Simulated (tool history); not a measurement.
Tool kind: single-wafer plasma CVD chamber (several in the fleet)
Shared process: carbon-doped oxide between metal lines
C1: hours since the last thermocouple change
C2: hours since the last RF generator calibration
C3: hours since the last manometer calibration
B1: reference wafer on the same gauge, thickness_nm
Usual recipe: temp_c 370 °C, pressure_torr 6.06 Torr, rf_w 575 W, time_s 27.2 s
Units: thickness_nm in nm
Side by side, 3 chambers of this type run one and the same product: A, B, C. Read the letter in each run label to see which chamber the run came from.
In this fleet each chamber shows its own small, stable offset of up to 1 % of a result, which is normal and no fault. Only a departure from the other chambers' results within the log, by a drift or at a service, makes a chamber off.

run 1C day=0.217 | temp_c=370 pressure_torr=6.06 rf_w=575 time_s=27.2 | C1=1930.5 C2=710.5 C3=1693.2 | B1=124.02 | thickness_nm=147.67
-- day=0.35 chamber A: capacitance manometer re-zeroed and calibrated
run 2B day=0.35 | temp_c=370 pressure_torr=6.06 rf_w=575 time_s=27.2 | C1=1035.4 C2=81.8 C3=1910.4 | B1=124 | thickness_nm=147.16
run 3A day=0.558 | temp_c=370 pressure_torr=6.06 rf_w=575 time_s=27.2 | C1=557 C2=752.3 C3=5.1 | B1=124.01 | thickness_nm=146.52
run 4C day=0.696 | temp_c=370 pressure_torr=6.06 rf_w=575 time_s=27.2 | C1=1942 C2=722 C3=1704.7 | B1=124.01 | thickness_nm=148.26
run 5B day=0.892 | temp_c=370 pressure_torr=6.06 rf_w=575 time_s=27.2 | C1=1048.4 C2=94.8 C3=1923.4 | B1=124.05 | thickness_nm=146.54
run 6A day=1.079 | temp_c=370 pressure_torr=6.06 rf_w=575 time_s=27.2 | C1=569.5 C2=764.8 C3=17.6 | B1=124.08 | thickness_nm=146.83
run 7C day=1.188 | temp_c=370 pressure_torr=5.51 rf_w=575 time_s=24.1 | C1=1953.8 C2=733.8 C3=1716.5 | B1=124.02 | thickness_nm=129.98
run 8A day=1.338 | temp_c=370 pressure_torr=5.51 rf_w=575 time_s=24.1 | C1=575.7 C2=771 C3=23.8 | B1=123.98 | thickness_nm=129.11
run 9B day=1.479 | temp_c=370 pressure_torr=5.51 rf_w=575 time_s=24.1 | C1=1062.5 C2=108.9 C3=1937.5 | B1=124.05 | thickness_nm=129.06
run 10B day=1.604 | temp_c=370 pressure_torr=6.06 rf_w=575 time_s=27.2 | C1=1065.5 C2=111.9 C3=1940.5 | B1=124.01 | thickness_nm=146.9
run 11C day=1.746 | temp_c=370 pressure_torr=6.06 rf_w=575 time_s=27.2 | C1=1967.2 C2=747.2 C3=1729.9 | B1=123.96 | thickness_nm=148.85
run 12A day=1.883 | temp_c=370 pressure_torr=6.06 rf_w=575 time_s=27.2 | C1=588.8 C2=784.1 C3=36.9 | B1=123.99 | thickness_nm=146.86
run 13B day=2.088 | temp_c=370 pressure_torr=6.06 rf_w=575 time_s=27.2 | C1=1077.1 C2=123.5 C3=1952.1 | B1=124.03 | thickness_nm=146.23
run 14A day=2.212 | temp_c=370 pressure_torr=6.06 rf_w=575 time_s=27.2 | C1=596.7 C2=792 C3=44.8 | B1=124.01 | thickness_nm=146.76
run 15C day=2.379 | temp_c=370 pressure_torr=6.06 rf_w=575 time_s=27.2 | C1=1982.4 C2=762.4 C3=1745.1 | B1=123.99 | thickness_nm=147.87
run 16B day=2.608 | temp_c=370 pressure_torr=6.06 rf_w=575 time_s=27.2 | C1=1089.6 C2=136 C3=1964.6 | B1=123.99 | thickness_nm=146.71
run 17C day=2.796 | temp_c=370 pressure_torr=6.06 rf_w=575 time_s=27.2 | C1=1992.4 C2=772.4 C3=1755.1 | B1=124 | thickness_nm=148.18
run 18A day=2.971 | temp_c=370 pressure_torr=6.06 rf_w=575 time_s=27.2 | C1=614.9 C2=810.2 C3=63 | B1=124.08 | thickness_nm=147.05
run 19B day=3.179 | temp_c=370 pressure_torr=6.06 rf_w=575 time_s=27.2 | C1=1103.3 C2=149.7 C3=1978.3 | B1=124.03 | thickness_nm=146.98
run 20A day=3.279 | temp_c=370 pressure_torr=6.06 rf_w=575 time_s=27.2 | C1=622.3 C2=817.6 C3=70.4 | B1=124.07 | thickness_nm=146.14
run 21C day=3.458 | temp_c=370 pressure_torr=6.06 rf_w=575 time_s=27.2 | C1=2008.3 C2=788.3 C3=1771 | B1=123.97 | thickness_nm=147.8
run 22C day=3.671 | temp_c=370 pressure_torr=6.06 rf_w=575 time_s=27.2 | C1=2013.4 C2=793.4 C3=1776.1 | B1=124.03 | thickness_nm=148.64
run 23B day=3.829 | temp_c=370 pressure_torr=6.06 rf_w=575 time_s=27.2 | C1=1118.9 C2=165.3 C3=1993.9 | B1=123.91 | thickness_nm=147.21
run 24A day=4.054 | temp_c=370 pressure_torr=6.06 rf_w=575 time_s=27.2 | C1=640.9 C2=836.2 C3=89 | B1=123.96 | thickness_nm=146.55
run 25C day=4.279 | temp_c=370 pressure_torr=6.06 rf_w=575 time_s=27.2 | C1=2028 C2=808 C3=1790.7 | B1=124.02 | thickness_nm=147.79
run 26B day=4.412 | temp_c=370 pressure_torr=6.06 rf_w=575 time_s=27.2 | C1=1132.9 C2=179.3 C3=2007.9 | B1=124.06 | thickness_nm=146.57
run 27A day=4.575 | temp_c=370 pressure_torr=6.06 rf_w=575 time_s=27.2 | C1=653.4 C2=848.7 C3=101.5 | B1=123.98 | thickness_nm=147.53
run 28B day=4.688 | temp_c=370 pressure_torr=6.06 rf_w=575 time_s=27.2 | C1=1139.5 C2=185.9 C3=2014.5 | B1=124.01 | thickness_nm=147.04
run 29A day=4.854 | temp_c=370 pressure_torr=6.06 rf_w=575 time_s=27.2 | C1=660.1 C2=855.4 C3=108.2 | B1=124.01 | thickness_nm=146.78
run 30C day=5.012 | temp_c=370 pressure_torr=6.06 rf_w=575 time_s=27.2 | C1=2045.6 C2=825.6 C3=1808.3 | B1=123.95 | thickness_nm=148.39
run 31A day=5.133 | temp_c=370 pressure_torr=6.06 rf_w=575 time_s=27.2 | C1=666.8 C2=862.1 C3=114.9 | B1=123.96 | thickness_nm=146.56
run 32C day=5.238 | temp_c=370 pressure_torr=6.06 rf_w=575 time_s=27.2 | C1=2051 C2=831 C3=1813.7 | B1=123.98 | thickness_nm=148.34
run 33B day=5.35 | temp_c=370 pressure_torr=6.06 rf_w=575 time_s=27.2 | C1=1155.4 C2=201.8 C3=2030.4 | B1=124.02 | thickness_nm=146.25

Read the log: is a single chamber off, either drifting away or since a service, is the gauge that measures every chamber drifting, or is nothing wrong beyond small per-chamber offsets? Name any odd chamber and what most likely caused it.

The fleet is healthy, with each chamber sitting at its usual small offset and no drift in the gauge.

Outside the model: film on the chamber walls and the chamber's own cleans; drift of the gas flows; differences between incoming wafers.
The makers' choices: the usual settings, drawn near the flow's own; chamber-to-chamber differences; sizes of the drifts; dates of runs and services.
